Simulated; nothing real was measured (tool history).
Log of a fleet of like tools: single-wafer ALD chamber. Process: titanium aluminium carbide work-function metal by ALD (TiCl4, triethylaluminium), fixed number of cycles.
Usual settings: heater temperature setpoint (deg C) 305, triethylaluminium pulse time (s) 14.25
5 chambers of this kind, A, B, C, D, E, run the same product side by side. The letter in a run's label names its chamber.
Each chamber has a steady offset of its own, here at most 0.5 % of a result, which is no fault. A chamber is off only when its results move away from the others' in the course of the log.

| run | hour | heater temperature setpoint (deg C) | triethylaluminium pulse time (s) | hours since the last thermocouple change | hours since the last triethylaluminium bottle change | read-back reference wafer on the same gauge, thickness_nm | mean film thickness on the monitor wafer (angstrom) |
|---|---|---|---|---|---|---|---|
| 1D | 3.7 | 305 | 14.25 | 1996.2 | 1832.8 | 2.3895 | 20.779 |
|  | 6.9 | chamber D: triethylaluminium bottle replaced |
| 2B | 8.2 | 305 | 14.25 | 819.9 | 129.1 | 2.3907 | 21.049 |
| 3E | 12.1 | 305 | 14.25 | 2622.4 | 257.1 | 2.3893 | 20.793 |
| 4A | 16.6 | 305 | 14.25 | 386.6 | 504.6 | 2.3895 | 21.055 |
| 5C | 18.8 | 305 | 14.25 | 719.9 | 849.5 | 2.3896 | 20.888 |
| 6C | 21.3 | 305 | 14.25 | 722.4 | 852.0 | 2.3899 | 20.899 |
| 7B | 26.0 | 305 | 14.25 | 837.7 | 146.9 | 2.3890 | 21.031 |
| 8A | 29.2 | 305 | 14.25 | 399.2 | 517.2 | 2.3907 | 20.937 |
| 9D | 32.9 | 305 | 14.25 | 2025.4 | 26.1 | 2.3900 | 20.874 |
| 10E | 36.5 | 305 | 14.25 | 2646.8 | 281.5 | 2.3915 | 20.939 |
| 11E | 39.1 | 305 | 14.25 | 2649.4 | 284.1 | 2.3900 | 20.937 |
| 12A | 43.5 | 291 | 8.92 | 413.5 | 531.5 | 2.3912 | 18.860 |
| 13B | 47.8 | 291 | 8.92 | 859.5 | 168.7 | 2.3897 | 19.028 |
| 14D | 50.9 | 291 | 8.92 | 2043.4 | 44.1 | 2.3883 | 18.930 |
| 15C | 53.6 | 291 | 8.92 | 754.7 | 884.3 | 2.3881 | 18.827 |
| 16E | 57.3 | 291 | 8.92 | 2667.6 | 302.3 | 2.3905 | 18.788 |
| 17D | 60.7 | 305 | 14.25 | 2053.2 | 53.9 | 2.3914 | 20.984 |
| 18A | 64.7 | 305 | 14.25 | 434.7 | 552.7 | 2.3885 | 21.038 |
| 19B | 68.8 | 305 | 14.25 | 880.5 | 189.7 | 2.3900 | 21.023 |
| 20C | 72.3 | 305 | 14.25 | 773.4 | 903.0 | 2.3894 | 20.895 |
| 21E | 74.5 | 305 | 14.25 | 2684.8 | 319.5 | 2.3901 | 20.799 |
| 22B | 78.4 | 305 | 14.25 | 890.1 | 199.3 | 2.3894 | 21.005 |
| 23A | 81.7 | 305 | 14.25 | 451.7 | 569.7 | 2.3901 | 20.919 |
| 24D | 84.3 | 305 | 14.25 | 2076.8 | 77.5 | 2.3901 | 20.950 |
| 25C | 88.5 | 305 | 14.25 | 789.6 | 919.2 | 2.3900 | 20.842 |
| 26E | 92.6 | 305 | 14.25 | 2702.9 | 337.6 | 2.3899 | 20.803 |
| 27B | 96.2 | 305 | 14.25 | 907.9 | 217.1 | 2.3898 | 20.943 |
| 28D | 100.4 | 305 | 14.25 | 2092.9 | 93.6 | 2.3874 | 20.942 |
| 29C | 104.2 | 316 | 9.04 | 805.3 | 934.9 | 2.3885 | 21.177 |
| 30A | 107.2 | 316 | 9.04 | 477.2 | 595.2 | 2.3896 | 21.024 |
| 31C | 110.8 | 316 | 9.04 | 811.9 | 941.5 | 2.3903 | 20.991 |
| 32E | 114.6 | 316 | 9.04 | 2724.9 | 359.6 | 2.3907 | 21.105 |
| 33D | 118.2 | 316 | 9.04 | 2110.7 | 111.4 | 2.3901 | 21.204 |

What goes on in this fleet: one chamber off, a drifting gauge, or nothing beyond the chambers' own small offsets? Name the chamber and the cause, if any.

No chamber stands off beyond its own small offset, and the gauge holds steady.
